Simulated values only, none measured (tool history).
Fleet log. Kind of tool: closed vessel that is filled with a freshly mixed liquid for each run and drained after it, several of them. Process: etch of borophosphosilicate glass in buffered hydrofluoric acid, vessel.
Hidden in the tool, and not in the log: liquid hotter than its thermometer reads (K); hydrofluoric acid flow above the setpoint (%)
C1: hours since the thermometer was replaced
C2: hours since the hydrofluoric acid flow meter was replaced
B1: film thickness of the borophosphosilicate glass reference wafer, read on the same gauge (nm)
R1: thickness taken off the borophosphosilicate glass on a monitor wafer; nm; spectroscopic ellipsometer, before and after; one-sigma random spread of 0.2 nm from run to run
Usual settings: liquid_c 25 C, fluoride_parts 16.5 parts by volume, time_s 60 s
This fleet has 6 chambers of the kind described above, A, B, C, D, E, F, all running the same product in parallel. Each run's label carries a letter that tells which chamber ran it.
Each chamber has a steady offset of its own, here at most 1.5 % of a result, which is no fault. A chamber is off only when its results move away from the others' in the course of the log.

{"run": "1F", "hour": 7.3, "liquid_c": 25, "fluoride_parts": 16.5, "time_s": 60, "C1": 322.2, "C2": 402.0, "B1": 140.02, "R1": 51.726}
{"run": "2D", "hour": 19.3, "liquid_c": 25, "fluoride_parts": 16.5, "time_s": 60, "C1": 1196.0, "C2": 1079.4, "B1": 140.02, "R1": 51.513}
{"run": "3B", "hour": 29.7, "liquid_c": 25, "fluoride_parts": 16.5, "time_s": 60, "C1": 237.3, "C2": 526.5, "B1": 140.0, "R1": 50.937}
{"run": "4C", "hour": 37.9, "liquid_c": 25, "fluoride_parts": 16.5, "time_s": 60, "C1": 327.7, "C2": 650.3, "B1": 139.99, "R1": 51.718}
{"run": "5A", "hour": 50.2, "liquid_c": 25, "fluoride_parts": 16.5, "time_s": 60, "C1": 1566.7, "C2": 69.6, "B1": 140.03, "R1": 51.419}
{"run": "6E", "hour": 61.2, "liquid_c": 25, "fluoride_parts": 16.5, "time_s": 60, "C1": 1340.3, "C2": 598.4, "B1": 140.0, "R1": 51.422}
{"run": "7E", "hour": 67.0, "liquid_c": 25, "fluoride_parts": 16.5, "time_s": 60, "C1": 1346.1, "C2": 604.2, "B1": 139.99, "R1": 51.391}
{"run": "8F", "hour": 73.1, "liquid_c": 25, "fluoride_parts": 16.5, "time_s": 60, "C1": 388.0, "C2": 467.8, "B1": 139.95, "R1": 51.372}
{"run": "9B", "hour": 81.4, "liquid_c": 25, "fluoride_parts": 16.5, "time_s": 60, "C1": 289.0, "C2": 578.2, "B1": 140.02, "R1": 51.023}
{"run": "10D", "hour": 90.7, "liquid_c": 25, "fluoride_parts": 16.5, "time_s": 60, "C1": 1267.4, "C2": 1150.8, "B1": 140.0, "R1": 51.059}
{"run": "11A", "hour": 101.6, "liquid_c": 23, "fluoride_parts": 16.5, "time_s": 40, "C1": 1618.1, "C2": 121.0, "B1": 140.02, "R1": 30.984}
{"run": "12C", "hour": 110.0, "liquid_c": 23, "fluoride_parts": 16.5, "time_s": 40, "C1": 399.8, "C2": 722.4, "B1": 140.0, "R1": 30.756}
{"run": "13B", "hour": 121.1, "liquid_c": 23, "fluoride_parts": 16.5, "time_s": 40, "C1": 328.7, "C2": 617.9, "B1": 140.03, "R1": 30.349}
{"run": "14C", "hour": 126.6, "liquid_c": 23, "fluoride_parts": 16.5, "time_s": 40, "C1": 416.4, "C2": 739.0, "B1": 140.01, "R1": 30.893}
{"run": "15E", "hour": 132.7, "liquid_c": 23, "fluoride_parts": 16.5, "time_s": 40, "C1": 1411.8, "C2": 669.9, "B1": 139.99, "R1": 30.73}
{"run": "16F", "hour": 142.7, "liquid_c": 23, "fluoride_parts": 16.5, "time_s": 40, "C1": 457.6, "C2": 537.4, "B1": 140.01, "R1": 30.943}
{"run": "17D", "hour": 153.8, "liquid_c": 25, "fluoride_parts": 16.5, "time_s": 60, "C1": 1330.5, "C2": 1213.9, "B1": 140.01, "R1": 51.199}
{"run": "18A", "hour": 161.3, "liquid_c": 25, "fluoride_parts": 16.5, "time_s": 60, "C1": 1677.8, "C2": 180.7, "B1": 139.98, "R1": 51.266}
{"run": "19B", "hour": 171.9, "liquid_c": 25, "fluoride_parts": 16.5, "time_s": 60, "C1": 379.5, "C2": 668.7, "B1": 140.0, "R1": 50.991}
{"run": "20D", "hour": 178.5, "liquid_c": 25, "fluoride_parts": 19.5, "time_s": 60, "C1": 1355.2, "C2": 1238.6, "B1": 139.99, "R1": 43.398}
{"run": "21C", "hour": 189.0, "liquid_c": 25, "fluoride_parts": 19.5, "time_s": 60, "C1": 478.8, "C2": 801.4, "B1": 139.99, "R1": 43.576}
{"run": "22A", "hour": 194.9, "liquid_c": 25, "fluoride_parts": 19.5, "time_s": 60, "C1": 1711.4, "C2": 214.3, "B1": 140.01, "R1": 43.76}
{"run": "23F", "hour": 206.1, "liquid_c": 25, "fluoride_parts": 19.5, "time_s": 60, "C1": 521.0, "C2": 600.8, "B1": 140.04, "R1": 45.326}
{"run": "24E", "hour": 215.9, "liquid_c": 25, "fluoride_parts": 19.5, "time_s": 60, "C1": 1495.0, "C2": 753.1, "B1": 139.99, "R1": 43.658}
{"run": "25A", "hour": 222.7, "liquid_c": 25, "fluoride_parts": 19.5, "time_s": 60, "C1": 1739.2, "C2": 242.1, "B1": 139.95, "R1": 43.85}
{"run": "26F", "hour": 232.1, "liquid_c": 28, "fluoride_parts": 16.5, "time_s": 60, "C1": 547.0, "C2": 626.8, "B1": 140.01, "R1": 62.485}
{"run": "27E", "hour": 239.3, "liquid_c": 28, "fluoride_parts": 16.5, "time_s": 60, "C1": 1518.4, "C2": 776.5, "B1": 140.0, "R1": 60.566}
{"run": "28C", "hour": 250.7, "liquid_c": 28, "fluoride_parts": 16.5, "time_s": 60, "C1": 540.5, "C2": 863.1, "B1": 140.0, "R1": 60.572}
{"run": "29D", "hour": 258.3, "liquid_c": 28, "fluoride_parts": 16.5, "time_s": 60, "C1": 1435.0, "C2": 1318.4, "B1": 140.01, "R1": 60.366}
{"run": "30B", "hour": 268.8, "liquid_c": 28, "fluoride_parts": 16.5, "time_s": 60, "C1": 476.4, "C2": 765.6, "B1": 140.0, "R1": 60.39}
{"run": "31E", "hour": 277.4, "liquid_c": 28, "fluoride_parts": 16.5, "time_s": 60, "C1": 1556.5, "C2": 814.6, "B1": 139.99, "R1": 60.039}
{"run": "32F", "hour": 283.2, "liquid_c": 25, "fluoride_parts": 16.5, "time_s": 60, "C1": 598.1, "C2": 677.9, "B1": 139.97, "R1": 53.742}
{"run": "33C", "hour": 293.9, "liquid_c": 25, "fluoride_parts": 16.5, "time_s": 60, "C1": 583.7, "C2": 906.3, "B1": 140.01, "R1": 51.214}
{"run": "34A", "hour": 300.9, "liquid_c": 25, "fluoride_parts": 11.5, "time_s": 80, "C1": 1817.4, "C2": 320.3, "B1": 139.98, "R1": 98.225}
{"run": "35D", "hour": 311.2, "liquid_c": 25, "fluoride_parts": 11.5, "time_s": 80, "C1": 1487.9, "C2": 1371.3, "B1": 140.01, "R1": 97.127}
{"run": "36B", "hour": 322.3, "liquid_c": 25, "fluoride_parts": 11.5, "time_s": 80, "C1": 529.9, "C2": 819.1, "B1": 140.02, "R1": 96.536}
{"run": "37A", "hour": 334.1, "liquid_c": 25, "fluoride_parts": 11.5, "time_s": 80, "C1": 1850.6, "C2": 353.5, "B1": 140.01, "R1": 98.35}

All chambers now run identical settings, listed one chamber a line with results as question marks. What results will each chamber show?
{"run": "38A", "hour": 343.0, "liquid_c": 25, "fluoride_parts": 16.5, "time_s": 60, "R1": "?"}
{"run": "38B", "hour": 343.0, "liquid_c": 25, "fluoride_parts": 16.5, "time_s": 60, "R1": "?"}
{"run": "38C", "hour": 343.0, "liquid_c": 25, "fluoride_parts": 16.5, "time_s": 60, "R1": "?"}
{"run": "38D", "hour": 343.0, "liquid_c": 25, "fluoride_parts": 16.5, "time_s": 60, "R1": "?"}
{"run": "38E", "hour": 343.0, "liquid_c": 25, "fluoride_parts": 16.5, "time_s": 60, "R1": "?"}
{"run": "38F", "hour": 343.0, "liquid_c": 25, "fluoride_parts": 16.5, "time_s": 60, "R1": "?"}

run=38A R1=51.293
run=38B R1=50.843
run=38C R1=51.647
run=38D R1=51.300
run=38E R1=51.419
run=38F R1=54.402
